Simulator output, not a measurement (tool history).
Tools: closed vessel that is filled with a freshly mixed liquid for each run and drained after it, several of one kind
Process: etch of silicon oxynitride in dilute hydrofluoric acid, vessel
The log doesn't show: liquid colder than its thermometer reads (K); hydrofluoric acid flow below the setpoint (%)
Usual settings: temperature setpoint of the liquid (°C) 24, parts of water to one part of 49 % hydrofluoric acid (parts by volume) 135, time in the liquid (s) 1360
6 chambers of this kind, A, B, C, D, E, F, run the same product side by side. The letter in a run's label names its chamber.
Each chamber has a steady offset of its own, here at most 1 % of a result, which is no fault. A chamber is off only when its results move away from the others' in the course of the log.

| run | hour | temperature setpoint of the liquid (°C) | parts of water to one part of 49 % hydrofluoric acid (parts by volume) | time in the liquid (s) | hours since the thermometer was replaced | hours since the hydrofluoric acid flow meter was replaced | read-back film thickness of the silicon oxynitride reference wafer, read on the same gauge (nm) | thickness taken off the silicon oxynitride on a monitor wafer (Å) |
|---|---|---|---|---|---|---|---|---|
| 1F | 9.3 | 24 | 135 | 1360 | 518.8 | 834.3 | 40.014 | 140.56 |
| 2B | 19.2 | 24 | 135 | 1360 | 629.9 | 1351.7 | 39.985 | 138.48 |
| 3C | 29.4 | 24 | 135 | 1360 | 711.5 | 578 | 39.991 | 142.67 |
| 4A | 35.4 | 24 | 135 | 1360 | 2035.1 | 619.6 | 39.936 | 139.3 |
|  | 36.9 | chamber B: thermometer replaced |
| 5D | 42.5 | 24 | 135 | 1360 | 1674.7 | 2098.6 | 39.962 | 140.61 |
| 6E | 55.5 | 24 | 135 | 1360 | 899.8 | 224.7 | 39.996 | 139.36 |
|  | 57.6 | chamber B: hydrofluoric acid flow meter replaced |
| 7A | 67.5 | 24 | 135 | 1360 | 2067.2 | 651.7 | 39.998 | 141.33 |
| 8F | 73.3 | 24 | 135 | 1360 | 582.8 | 898.3 | 40.001 | 140 |
|  | 74.5 | chamber A: hydrofluoric acid flow meter replaced |
| 9D | 81.9 | 24 | 135 | 1360 | 1714.1 | 2138 | 39.99 | 141.48 |
| 10B | 93.4 | 24 | 135 | 1360 | 56.5 | 35.8 | 39.977 | 139.46 |
| 11E | 102 | 24 | 135 | 1360 | 946.3 | 271.2 | 39.993 | 140.48 |
| 12C | 108.2 | 24 | 135 | 1360 | 790.3 | 656.8 | 39.978 | 141.9 |
| 13D | 117.3 | 28 | 135 | 795 | 1749.5 | 2173.4 | 39.986 | 99.138 |
| 14C | 129.3 | 28 | 135 | 795 | 811.4 | 677.9 | 39.985 | 99.542 |
| 15B | 141.1 | 28 | 135 | 795 | 104.2 | 83.5 | 40.051 | 97.366 |
| 16A | 152 | 28 | 135 | 795 | 2151.7 | 77.5 | 40.003 | 98.712 |
| 17F | 164.9 | 28 | 135 | 795 | 674.4 | 989.9 | 39.997 | 98.023 |
| 18E | 173.4 | 28 | 135 | 795 | 1017.7 | 342.6 | 40.018 | 97.81 |
| 19B | 182.7 | 24 | 135 | 1360 | 145.8 | 125.1 | 40.003 | 139.28 |
|  | 183.3 | chamber F: thermometer replaced |
| 20E | 189.2 | 24 | 135 | 1360 | 1033.5 | 358.4 | 39.956 | 140.22 |
| 21D | 201.4 | 24 | 135 | 1360 | 1833.6 | 2257.5 | 39.994 | 139.53 |
| 22C | 213.4 | 24 | 135 | 1360 | 895.5 | 762 | 40.011 | 141.04 |
| 23A | 219.6 | 24 | 135 | 1360 | 2219.3 | 145.1 | 39.999 | 139.55 |
| 24F | 229.2 | 24 | 135 | 1360 | 45.9 | 1054.2 | 40.001 | 140.25 |
| 25F | 239.2 | 24 | 135 | 1360 | 55.9 | 1064.2 | 39.968 | 140.34 |
| 26C | 249.8 | 24 | 195 | 1360 | 931.9 | 798.4 | 40.002 | 94.018 |
| 27B | 256.9 | 24 | 195 | 1360 | 220 | 199.3 | 39.981 | 92.665 |
| 28E | 268.6 | 24 | 195 | 1360 | 1112.9 | 437.8 | 40.008 | 92.165 |
| 29D | 281.7 | 24 | 195 | 1360 | 1913.9 | 2337.8 | 40.01 | 90.05 |
| 30A | 294.6 | 24 | 195 | 1360 | 2294.3 | 220.1 | 40.016 | 92.072 |
| 31F | 305.7 | 24 | 195 | 1360 | 122.4 | 1130.7 | 40.015 | 94.061 |
| 32B | 313.6 | 19.5 | 90 | 1360 | 276.7 | 256 | 40.026 | 173.78 |
| 33A | 319.9 | 19.5 | 90 | 1360 | 2319.6 | 245.4 | 39.974 | 175.51 |
| 34C | 328.7 | 19.5 | 90 | 1360 | 1010.8 | 877.3 | 40.003 | 173.92 |
| 35D | 338.3 | 19.5 | 90 | 1360 | 1970.5 | 2394.4 | 39.965 | 171.24 |
|  | 339.7 | chamber E: thermometer replaced |
| 36E | 345.3 | 19.5 | 90 | 1360 | 5.7 | 514.5 | 40.016 | 175.22 |
| 37C | 355 | 19.5 | 90 | 1360 | 1037.1 | 903.6 | 40.005 | 174.42 |
| 38D | 367.3 | 24 | 135 | 1360 | 1999.5 | 2423.4 | 39.986 | 135.38 |
| 39A | 380.6 | 24 | 135 | 1360 | 2380.3 | 306.1 | 39.972 | 140.01 |
| 40F | 393.6 | 20 | 135 | 1805 | 210.3 | 1218.6 | 40.015 | 153.6 |
| 41E | 403.4 | 20 | 135 | 1805 | 63.8 | 572.6 | 40.024 | 153.21 |
| 42B | 410 | 20 | 135 | 1805 | 373.1 | 352.4 | 39.935 | 152.59 |
| 43B | 423.1 | 20 | 135 | 1805 | 386.2 | 365.5 | 40.018 | 154.68 |
| 44E | 430.4 | 20 | 135 | 1805 | 90.8 | 599.6 | 39.968 | 154.59 |

Is one chamber off against the others, does the gauge drift, or is nothing wrong? If a chamber is off, say which, and what the likeliest cause is.

Chamber D drifts away from the others.
Cause: liquid colder than its thermometer reads (K) = 1.07.
The log may not tell that from: hydrofluoric acid flow below the setpoint (%).

Here are 4 candidates for chamber D's next run, each the usual settings with a change, their results left as question marks. Which one brings its results back in line with what the others give on the usual settings?
In line means no further than this from the other chambers' mean on the usual settings: thickness taken off the silicon oxynitride on a monitor wafer (Å) 2.7
| 45D-1 | 439.9 | 24 | 135 | 1340 |  |  |  | ? |
| 45D-2 | 439.9 | 24 | 130 | 1360 |  |  |  | ? |
| 45D-3 | 439.9 | 24 | 135 | 1305 |  |  |  | ? |
| 45D-4 | 439.9 | 24 | 135 | 1370 |  |  |  | ? |

The other chambers' mean on the usual settings: thickness taken off the silicon oxynitride on a monitor wafer (Å) 140.51
| run | thickness taken off the silicon oxynitride on a monitor wafer (Å) |
|---|---|
| 45D-1 | 131.72 |
| 45D-2 | 139.45 |
| 45D-3 | 128.28 |
| 45D-4 | 134.67 |
45D-2 brings the chamber back in line.
